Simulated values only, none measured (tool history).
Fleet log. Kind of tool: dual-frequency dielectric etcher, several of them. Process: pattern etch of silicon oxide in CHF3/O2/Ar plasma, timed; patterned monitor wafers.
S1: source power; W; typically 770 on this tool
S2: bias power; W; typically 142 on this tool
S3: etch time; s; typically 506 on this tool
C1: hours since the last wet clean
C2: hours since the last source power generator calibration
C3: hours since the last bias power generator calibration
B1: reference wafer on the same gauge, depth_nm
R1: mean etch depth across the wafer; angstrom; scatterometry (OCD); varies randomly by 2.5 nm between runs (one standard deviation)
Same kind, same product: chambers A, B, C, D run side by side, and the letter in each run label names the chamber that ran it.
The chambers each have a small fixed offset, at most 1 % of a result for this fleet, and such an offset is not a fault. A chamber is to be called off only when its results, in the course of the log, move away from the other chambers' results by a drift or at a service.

run 1D hour=9.1 | S1=770 S2=142 S3=506 | C1=243.4 C2=2164.1 C3=301.6 | B1=1039.6 | R1=10310
run 2C hour=15.2 | S1=770 S2=142 S3=506 | C1=444.6 C2=151.1 C3=938.1 | B1=1040.5 | R1=10125
run 3B hour=22.8 | S1=770 S2=142 S3=506 | C1=114.1 C2=3857.1 C3=54.8 | B1=1040.4 | R1=10179
run 4A hour=31 | S1=770 S2=142 S3=506 | C1=237.6 C2=2828.8 C3=320.3 | B1=1040.3 | R1=10242
run 5A hour=37.5 | S1=770 S2=142 S3=506 | C1=244.1 C2=2835.3 C3=326.8 | B1=1040.1 | R1=10279
run 6C hour=44.6 | S1=770 S2=142 S3=506 | C1=474 C2=180.5 C3=967.5 | B1=1039.4 | R1=10111
run 7D hour=49.9 | S1=770 S2=142 S3=506 | C1=284.2 C2=2204.9 C3=342.4 | B1=1040.2 | R1=10250
run 8B hour=57.2 | S1=770 S2=142 S3=506 | C1=148.5 C2=3891.5 C3=89.2 | B1=1040.4 | R1=10178
run 9D hour=63.1 | S1=770 S2=142 S3=506 | C1=297.4 C2=2218.1 C3=355.6 | B1=1040.3 | R1=10216
run 10B hour=71.9 | S1=770 S2=142 S3=506 | C1=163.2 C2=3906.2 C3=103.9 | B1=1040 | R1=10200
run 11C hour=79.6 | S1=770 S2=142 S3=506 | C1=509 C2=215.5 C3=1002.5 | B1=1040.3 | R1=10119
-- hour=82.4 chamber C: wet clean of the chamber
run 12A hour=87.1 | S1=770 S2=142 S3=506 | C1=293.7 C2=2884.9 C3=376.4 | B1=1040 | R1=10234
run 13B hour=92.1 | S1=770 S2=142 S3=506 | C1=183.4 C2=3926.4 C3=124.1 | B1=1039.8 | R1=10231
run 14D hour=97.6 | S1=770 S2=142 S3=506 | C1=331.9 C2=2252.6 C3=390.1 | B1=1039.6 | R1=10216
run 15C hour=103.2 | S1=770 S2=142 S3=506 | C1=20.9 C2=239.1 C3=1026.1 | B1=1040.1 | R1=10115
run 16A hour=109 | S1=770 S2=142 S3=506 | C1=315.6 C2=2906.8 C3=398.3 | B1=1039.7 | R1=10185
run 17C hour=114.3 | S1=770 S2=118 S3=569.5 | C1=32 C2=250.2 C3=1037.2 | B1=1039.8 | R1=10791
run 18A hour=119.4 | S1=770 S2=118 S3=569.5 | C1=326 C2=2917.2 C3=408.7 | B1=1040 | R1=10893
run 19D hour=124.9 | S1=770 S2=118 S3=569.5 | C1=359.2 C2=2279.9 C3=417.4 | B1=1040.1 | R1=10874
run 20B hour=133 | S1=770 S2=118 S3=569.5 | C1=224.3 C2=3967.3 C3=165 | B1=1040 | R1=10846
run 21C hour=140.7 | S1=770 S2=142 S3=506 | C1=58.4 C2=276.6 C3=1063.6 | B1=1040 | R1=10123
run 22D hour=147.1 | S1=770 S2=142 S3=506 | C1=381.4 C2=2302.1 C3=439.6 | B1=1039.9 | R1=10120
run 23B hour=152.7 | S1=770 S2=142 S3=506 | C1=244 C2=3987 C3=184.7 | B1=1039.3 | R1=10196
run 24A hour=158.8 | S1=770 S2=142 S3=506 | C1=365.4 C2=2956.6 C3=448.1 | B1=1040.3 | R1=10266
run 25B hour=162.8 | S1=770 S2=142 S3=506 | C1=254.1 C2=3997.1 C3=194.8 | B1=1040.5 | R1=10185
run 26C hour=171 | S1=770 S2=142 S3=506 | C1=88.7 C2=306.9 C3=1093.9 | B1=1040.3 | R1=10125
run 27D hour=179.8 | S1=770 S2=142 S3=506 | C1=414.1 C2=2334.8 C3=472.3 | B1=1039.8 | R1=10098
run 28A hour=184.2 | S1=770 S2=142 S3=506 | C1=390.8 C2=2982 C3=473.5 | B1=1040.2 | R1=10282
run 29B hour=192.5 | S1=770 S2=142 S3=506 | C1=283.8 C2=4026.8 C3=224.5 | B1=1039.9 | R1=10196
run 30D hour=196.8 | S1=770 S2=142 S3=506 | C1=431.1 C2=2351.8 C3=489.3 | B1=1039.7 | R1=10073
run 31A hour=202.4 | S1=770 S2=142 S3=506 | C1=409 C2=3000.2 C3=491.7 | B1=1040 | R1=10210
-- hour=211.2 chamber A: wet clean of the chamber
run 32C hour=211.4 | S1=770 S2=142 S3=506 | C1=129.1 C2=347.3 C3=1134.3 | B1=1039.8 | R1=10077
run 33D hour=220.1 | S1=770 S2=142 S3=506 | C1=454.4 C2=2375.1 C3=512.6 | B1=1039.7 | R1=10011
run 34A hour=224.7 | S1=770 S2=142 S3=506 | C1=13.6 C2=3022.5 C3=514 | B1=1039.6 | R1=10270
run 35C hour=229.2 | S1=770 S2=142 S3=506 | C1=146.9 C2=365.1 C3=1152.1 | B1=1040.3 | R1=10094
run 36B hour=236.3 | S1=770 S2=142 S3=506 | C1=327.6 C2=4070.6 C3=268.3 | B1=1040 | R1=10188
run 37A hour=241.5 | S1=770 S2=163 S3=595 | C1=30.4 C2=3039.3 C3=530.8 | B1=1039.2 | R1=12634
run 38C hour=250.1 | S1=770 S2=163 S3=595 | C1=167.8 C2=386 C3=1173 | B1=1040.4 | R1=12426
run 39B hour=256 | S1=770 S2=163 S3=595 | C1=347.3 C2=4090.3 C3=288 | B1=1040.1 | R1=12543
run 40D hour=262.1 | S1=770 S2=163 S3=595 | C1=496.4 C2=2417.1 C3=554.6 | B1=1039.9 | R1=12261
run 41C hour=271.3 | S1=770 S2=142 S3=506 | C1=189 C2=407.2 C3=1194.2 | B1=1040.1 | R1=10120
run 42A hour=279 | S1=770 S2=142 S3=506 | C1=67.9 C2=3076.8 C3=568.3 | B1=1039.8 | R1=10273
run 43B hour=285.7 | S1=770 S2=142 S3=506 | C1=377 C2=4120 C3=317.7 | B1=1039.7 | R1=10170
run 44D hour=293.1 | S1=770 S2=129 S3=506 | C1=527.4 C2=2448.1 C3=585.6 | B1=1040.1 | R1=9686.5

All 4 chambers run these settings next. Forecast each chamber's results:
run 45A hour=299.7 | S1=770 S2=142 S3=506 | R1=?
run 45B hour=299.7 | S1=770 S2=142 S3=506 | R1=?
run 45C hour=299.7 | S1=770 S2=142 S3=506 | R1=?
run 45D hour=299.7 | S1=770 S2=142 S3=506 | R1=?

run=45A R1=10284
run=45B R1=10212
run=45C R1=10153
run=45D R1=9991.1
